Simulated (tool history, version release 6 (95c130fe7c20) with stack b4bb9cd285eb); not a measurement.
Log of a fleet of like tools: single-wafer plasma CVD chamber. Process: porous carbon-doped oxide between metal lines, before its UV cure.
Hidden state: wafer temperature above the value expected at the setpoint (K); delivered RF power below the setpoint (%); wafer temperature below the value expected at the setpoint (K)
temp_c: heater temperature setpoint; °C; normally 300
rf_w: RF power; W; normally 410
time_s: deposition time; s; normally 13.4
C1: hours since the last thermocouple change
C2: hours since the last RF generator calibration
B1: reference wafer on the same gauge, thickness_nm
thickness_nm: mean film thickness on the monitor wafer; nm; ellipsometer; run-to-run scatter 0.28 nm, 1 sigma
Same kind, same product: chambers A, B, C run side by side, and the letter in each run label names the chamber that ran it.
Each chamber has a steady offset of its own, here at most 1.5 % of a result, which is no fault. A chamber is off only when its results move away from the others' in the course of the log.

{"run": "1A", "day": 0.296, "temp_c": 300, "rf_w": 410, "time_s": 13.4, "C1": 2389.2, "C2": 1490.5, "B1": 54.867, "thickness_nm": 64.312}
{"run": "2C", "day": 0.788, "temp_c": 300, "rf_w": 410, "time_s": 13.4, "C1": 1525.8, "C2": 1169.3, "B1": 54.942, "thickness_nm": 64.901}
{"run": "3B", "day": 1.221, "temp_c": 300, "rf_w": 410, "time_s": 13.4, "C1": 1164.9, "C2": 699.3, "B1": 54.882, "thickness_nm": 64.844}
{"run": "4A", "day": 1.742, "temp_c": 300, "rf_w": 410, "time_s": 13.4, "C1": 2423.9, "C2": 1525.2, "B1": 54.887, "thickness_nm": 64.247}
{"run": "5C", "day": 2.112, "temp_c": 300, "rf_w": 410, "time_s": 13.4, "C1": 1557.6, "C2": 1201.1, "B1": 54.904, "thickness_nm": 65.699}
{"run": "6B", "day": 2.654, "temp_c": 293, "rf_w": 410, "time_s": 13.4, "C1": 1199.3, "C2": 733.7, "B1": 54.909, "thickness_nm": 67.453}
{"run": "7C", "day": 2.971, "temp_c": 293, "rf_w": 410, "time_s": 13.4, "C1": 1578.2, "C2": 1221.7, "B1": 54.931, "thickness_nm": 67.467}
{"run": "8B", "day": 3.512, "temp_c": 293, "rf_w": 410, "time_s": 13.4, "C1": 1219.9, "C2": 754.3, "B1": 54.931, "thickness_nm": 66.971}
{"run": "9A", "day": 3.917, "temp_c": 300, "rf_w": 410, "time_s": 13.4, "C1": 2476.1, "C2": 1577.4, "B1": 54.894, "thickness_nm": 64.737}
{"run": "10C", "day": 4.412, "temp_c": 300, "rf_w": 410, "time_s": 13.4, "C1": 1612.8, "C2": 1256.3, "B1": 54.869, "thickness_nm": 65.332}
{"run": "11A", "day": 4.738, "temp_c": 300, "rf_w": 350, "time_s": 11.3, "C1": 2495.8, "C2": 1597.1, "B1": 54.863, "thickness_nm": 48.295}
{"run": "12B", "day": 5.208, "temp_c": 300, "rf_w": 350, "time_s": 11.3, "C1": 1260.6, "C2": 795.0, "B1": 54.944, "thickness_nm": 48.227}
{"run": "13B", "day": 5.542, "temp_c": 300, "rf_w": 350, "time_s": 11.3, "C1": 1268.6, "C2": 803.0, "B1": 54.882, "thickness_nm": 48.076}
{"run": "14C", "day": 6.046, "temp_c": 300, "rf_w": 410, "time_s": 13.4, "C1": 1652.0, "C2": 1295.5, "B1": 54.945, "thickness_nm": 63.97}
{"run": "15A", "day": 6.446, "temp_c": 300, "rf_w": 410, "time_s": 13.4, "C1": 2536.8, "C2": 1638.1, "B1": 54.974, "thickness_nm": 63.948}
{"day": 6.45, "done": "chamber A: thermocouple changed; heater temperature recalibrated"}
{"run": "16C", "day": 6.862, "temp_c": 300, "rf_w": 410, "time_s": 13.4, "C1": 1671.6, "C2": 1315.1, "B1": 54.857, "thickness_nm": 63.97}
{"run": "17B", "day": 7.321, "temp_c": 300, "rf_w": 410, "time_s": 13.4, "C1": 1311.3, "C2": 845.7, "B1": 54.925, "thickness_nm": 64.265}
{"run": "18A", "day": 7.738, "temp_c": 300, "rf_w": 410, "time_s": 13.4, "C1": 31.0, "C2": 1669.1, "B1": 54.89, "thickness_nm": 64.498}
{"run": "19B", "day": 8.021, "temp_c": 300, "rf_w": 410, "time_s": 13.4, "C1": 1328.1, "C2": 862.5, "B1": 54.902, "thickness_nm": 64.741}
{"run": "20C", "day": 8.492, "temp_c": 300, "rf_w": 410, "time_s": 13.4, "C1": 1710.7, "C2": 1354.2, "B1": 54.878, "thickness_nm": 63.775}
{"run": "21A", "day": 9.033, "temp_c": 311, "rf_w": 410, "time_s": 15.2, "C1": 62.1, "C2": 1700.2, "B1": 54.859, "thickness_nm": 67.705}
{"run": "22C", "day": 9.517, "temp_c": 311, "rf_w": 410, "time_s": 15.2, "C1": 1735.3, "C2": 1378.8, "B1": 54.838, "thickness_nm": 67.264}
{"run": "23B", "day": 9.842, "temp_c": 311, "rf_w": 410, "time_s": 15.2, "C1": 1371.8, "C2": 906.2, "B1": 54.911, "thickness_nm": 69.1}
{"day": 9.954, "done": "chamber B: RF generator calibrated"}
{"run": "24A", "day": 10.221, "temp_c": 300, "rf_w": 410, "time_s": 13.4, "C1": 90.6, "C2": 1728.7, "B1": 54.965, "thickness_nm": 64.649}
{"run": "25A", "day": 10.712, "temp_c": 300, "rf_w": 410, "time_s": 13.4, "C1": 102.4, "C2": 1740.5, "B1": 54.905, "thickness_nm": 64.015}
{"run": "26C", "day": 11.117, "temp_c": 300, "rf_w": 410, "time_s": 13.4, "C1": 1773.7, "C2": 1417.2, "B1": 54.925, "thickness_nm": 62.93}
{"run": "27B", "day": 11.579, "temp_c": 300, "rf_w": 410, "time_s": 11.0, "C1": 1413.5, "C2": 39.0, "B1": 54.959, "thickness_nm": 53.637}
{"run": "28C", "day": 11.825, "temp_c": 300, "rf_w": 410, "time_s": 11.0, "C1": 1790.7, "C2": 1434.2, "B1": 54.908, "thickness_nm": 51.45}
{"run": "29A", "day": 12.358, "temp_c": 300, "rf_w": 410, "time_s": 11.0, "C1": 141.9, "C2": 1780.0, "B1": 54.928, "thickness_nm": 53.182}

All 3 chambers run these settings next. Forecast each chamber's results:
{"run": "30A", "day": 12.758, "temp_c": 308, "rf_w": 410, "time_s": 13.4, "thickness_nm": "?"}
{"run": "30B", "day": 12.758, "temp_c": 308, "rf_w": 410, "time_s": 13.4, "thickness_nm": "?"}
{"run": "30C", "day": 12.758, "temp_c": 308, "rf_w": 410, "time_s": 13.4, "thickness_nm": "?"}

run=30A thickness_nm=61.466
run=30B thickness_nm=61.846
run=30C thickness_nm=58.993
